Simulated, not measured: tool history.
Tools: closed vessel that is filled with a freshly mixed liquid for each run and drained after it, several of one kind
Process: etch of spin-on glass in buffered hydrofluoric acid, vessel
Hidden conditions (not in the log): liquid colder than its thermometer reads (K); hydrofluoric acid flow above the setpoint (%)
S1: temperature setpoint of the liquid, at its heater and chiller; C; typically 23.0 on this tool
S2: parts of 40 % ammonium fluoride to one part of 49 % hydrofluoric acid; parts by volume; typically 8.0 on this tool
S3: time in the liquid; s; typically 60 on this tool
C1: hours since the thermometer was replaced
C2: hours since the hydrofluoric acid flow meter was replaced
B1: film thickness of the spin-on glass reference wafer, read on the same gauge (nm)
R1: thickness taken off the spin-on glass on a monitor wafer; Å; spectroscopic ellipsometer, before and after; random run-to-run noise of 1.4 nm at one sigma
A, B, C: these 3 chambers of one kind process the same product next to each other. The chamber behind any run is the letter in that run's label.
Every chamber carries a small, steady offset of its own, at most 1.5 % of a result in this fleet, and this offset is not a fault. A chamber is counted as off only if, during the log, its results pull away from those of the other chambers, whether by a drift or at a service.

run,hour,S1,S2,S3,C1,C2,B1,R1
1C,6.1,23.0,8.0,60,2729.7,1924.4,119.97,1923.3
2B,13.2,23.0,8.0,60,1588.5,155.4,120.04,1896.4
3A,19.2,23.0,8.0,60,103.2,371.7,119.95,1925.4
4A,27.5,23.0,8.0,60,111.5,380.0,119.98,1940.5
5C,33.8,23.0,6.0,60,2757.4,1952.1,120.08,2525.6
6B,38.5,23.0,6.0,60,1613.8,180.7,119.99,2502.4
7B,46.8,23.0,6.0,60,1622.1,189.0,120.01,2511.3
8C,51.6,18.5,8.0,60,2775.2,1969.9,120.00,1500.6
9A,56.1,18.5,8.0,60,140.1,408.6,119.99,1485.6
10B,63.3,18.5,8.0,60,1638.6,205.5,120.04,1477.5
11A,68.8,28.0,5.5,60,152.8,421.3,120.00,3529.7
# hour 72.5: chamber C: hydrofluoric acid flow meter replaced
12C,76.0,28.0,5.5,60,2799.6,3.6,119.97,3556.9
13C,83.5,28.0,5.5,60,2807.1,11.1,119.97,3651.2
14A,88.2,23.0,8.0,60,172.2,440.7,120.00,1926.4
15B,94.2,23.0,8.0,60,1669.5,236.4,119.94,1906.8
16B,98.6,23.0,8.0,60,1673.9,240.8,120.01,1855.5
17A,102.9,23.0,8.0,60,186.9,455.4,120.07,1923.6
18C,108.3,20.0,8.0,85,2831.9,35.9,120.01,2304.1
19C,115.5,20.0,8.0,85,2839.1,43.1,119.98,2302.5
20B,121.8,20.0,8.0,85,1697.1,264.0,120.01,2238.4
21A,130.0,23.0,8.0,60,214.0,482.5,119.99,1922.0
22A,136.2,23.0,8.0,60,220.2,488.7,120.05,1930.1
23C,145.1,23.0,8.0,60,2868.7,72.7,120.05,1920.7
24B,150.3,23.0,8.0,60,1725.6,292.5,120.00,1847.5
25A,159.0,23.0,8.0,60,243.0,511.5,120.01,1914.2
26B,165.0,23.0,8.0,60,1740.3,307.2,120.04,1822.7
27C,173.2,23.0,8.0,60,2896.8,100.8,120.00,1925.4
28B,179.0,23.0,8.0,60,1754.3,321.2,119.98,1818.1
29A,183.6,23.0,8.0,60,267.6,536.1,119.98,1932.9
30C,190.3,23.0,8.0,60,2913.9,117.9,120.02,1930.8
31B,196.4,23.0,8.0,60,1771.7,338.6,120.01,1781.0
32C,205.5,23.0,8.0,60,2929.1,133.1,120.02,1946.4
33A,209.6,23.0,8.0,60,293.6,562.1,120.00,1945.1
34A,217.2,23.0,8.0,60,301.2,569.7,120.03,1929.8
35C,222.1,23.0,8.0,60,2945.7,149.7,119.97,1923.5
36B,226.9,23.0,8.0,60,1802.2,369.1,120.03,1767.2
37A,232.4,23.0,8.0,60,316.4,584.9,119.99,1917.2
38C,238.5,23.0,8.0,60,2962.1,166.1,119.98,1938.8
39B,244.4,23.0,8.0,60,1819.7,386.6,120.03,1741.3
40A,250.9,23.0,8.0,60,334.9,603.4,119.98,1918.8
41B,255.0,23.0,8.0,60,1830.3,397.2,119.98,1718.8

Does one chamber stand apart from the rest, does the shared gauge drift, or is all well apart from small per-chamber offsets? Give the chamber and the most likely cause, where there is one.

It is chamber B that slowly wanders off from its peers.
Most likely cause: liquid colder than its thermometer reads (K) = 1.64.
The log may not separate it from: hydrofluoric acid flow below the setpoint (%).

Which of the 4 candidates below, each the usual settings with something changed and its results left as question marks, puts chamber B back in line with what the other chambers give on the usual settings?
In line here means within this much of the mean the other chambers give on the usual settings: R1 49.0 Å
42B-1,261.6,25.0,8.0,60,,,,?
42B-2,261.6,22.5,8.0,55,,,,?
42B-3,261.6,19.0,8.0,60,,,,?
42B-4,261.6,27.0,8.0,60,,,,?

Average result of the remaining chambers running the usual settings: R1 1930.0 Å
run,R1
42B-1,1931.7
42B-2,1539.2
42B-3,1375.0
42B-4,2156.9
42B-1 brings the chamber back in line.
